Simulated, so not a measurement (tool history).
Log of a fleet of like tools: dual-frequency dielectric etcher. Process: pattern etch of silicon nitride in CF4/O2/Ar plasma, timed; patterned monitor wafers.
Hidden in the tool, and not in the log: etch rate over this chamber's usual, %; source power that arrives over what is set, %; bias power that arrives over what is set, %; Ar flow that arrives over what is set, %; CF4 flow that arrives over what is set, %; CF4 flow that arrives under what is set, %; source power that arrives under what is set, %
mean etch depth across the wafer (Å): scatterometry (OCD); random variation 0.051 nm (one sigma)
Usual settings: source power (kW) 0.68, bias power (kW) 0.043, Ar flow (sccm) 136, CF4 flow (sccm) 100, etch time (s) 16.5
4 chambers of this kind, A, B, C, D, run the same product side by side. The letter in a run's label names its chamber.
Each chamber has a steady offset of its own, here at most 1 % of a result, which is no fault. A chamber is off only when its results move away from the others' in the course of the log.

run	hour	source power (kW)	bias power (kW)	Ar flow (sccm)	CF4 flow (sccm)	etch time (s)	hours since the last wet clean	hours since the last source power generator calibration	hours since the last bias power generator calibration	hours since the last Ar flow controller change	hours since the last CF4 flow controller change	read-back reference wafer on the same gauge, depth_nm	mean etch depth across the wafer (Å)
1C	5.1	0.68	0.043	136	100	16.5	339.7	18.8	713.4	3552.8	155.6	41.909	374.39
2B	11.7	0.68	0.043	136	100	16.5	178.2	1006	851	363.7	1918.2	41.913	370.85
3A	18.1	0.68	0.043	136	100	16.5	663.4	538.6	585	1520.2	1131	41.936	370.01
4D	22.1	0.68	0.043	136	100	16.5	23.5	633.3	1157.8	1787.2	912.6	41.939	371.71
5C	28.6	0.68	0.043	136	100	16.5	363.2	42.3	736.9	3576.3	179.1	41.941	375.72
6A	33.9	0.68	0.043	136	100	16.5	679.2	554.4	600.8	1536	1146.8	41.976	370.81
7D	39	0.68	0.043	136	100	16.5	40.4	650.2	1174.7	1804.1	929.5	41.966	371.82
8B	45.4	0.68	0.043	136	100	16.5	211.9	1039.7	884.7	397.4	1951.9	41.989	371.29
9A	49.3	0.78	0.038	136	100	16.5	694.6	569.8	616.2	1551.4	1162.2	41.986	399.17
# hour 52.1: chamber A: wet clean of the chamber
10B	52.4	0.78	0.038	136	100	16.5	218.9	1046.7	891.7	404.4	1958.9	41.995	400.77
11C	55.9	0.78	0.038	136	100	16.5	390.5	69.6	764.2	3603.6	206.4	42.022	403.79
12D	60.8	0.78	0.038	136	100	16.5	62.2	672	1196.5	1825.9	951.3	42.005	402.51
13C	67.6	0.68	0.043	136	100	16.5	402.2	81.3	775.9	3615.3	218.1	42.039	376.15
14A	72.9	0.68	0.043	136	100	16.5	20.9	593.4	639.8	1575	1185.8	42.042	370.73
15B	77	0.68	0.043	136	100	16.5	243.5	1071.3	916.3	429	1983.5	42.04	371.4
16D	81.2	0.68	0.043	136	100	16.5	82.6	692.4	1216.9	1846.3	971.7	42.046	372.85
17C	85.5	0.68	0.043	136	100	16.5	420.1	99.2	793.8	3633.2	236	42.052	375.53
18A	90.4	0.68	0.043	136	100	16.5	38.4	610.9	657.3	1592.5	1203.3	42.066	371.03
19B	94.7	0.68	0.043	136	100	16.5	261.2	1089	934	446.7	2001.2	42.077	373.28
20D	101.5	0.68	0.043	136	100	16.5	102.9	712.7	1237.2	1866.6	992	42.077	373.01
21D	106.6	0.68	0.043	136	100	21	108	717.8	1242.3	1871.7	997.1	42.1	475.16
22A	113.1	0.68	0.043	136	100	21	61.1	633.6	680	1615.2	1226	42.11	472.54
23B	119.3	0.68	0.043	136	100	21	285.8	1113.6	958.6	471.3	2025.8	42.116	473.56
24C	122.6	0.68	0.043	136	100	21	457.2	136.3	830.9	3670.3	273.1	42.111	477.75
25B	126.2	0.68	0.043	136	100	16.5	292.7	1120.5	965.5	478.2	2032.7	42.152	372.89

Next, every chamber runs the same settings. What will each give?
26A	131.1	0.68	0.043	136	77	16.5							?
26B	131.1	0.68	0.043	136	77	16.5							?
26C	131.1	0.68	0.043	136	77	16.5							?
26D	131.1	0.68	0.043	136	77	16.5							?

run	mean etch depth across the wafer (Å)
26A	357.7
26B	358.97
26C	361.26
26D	358.33
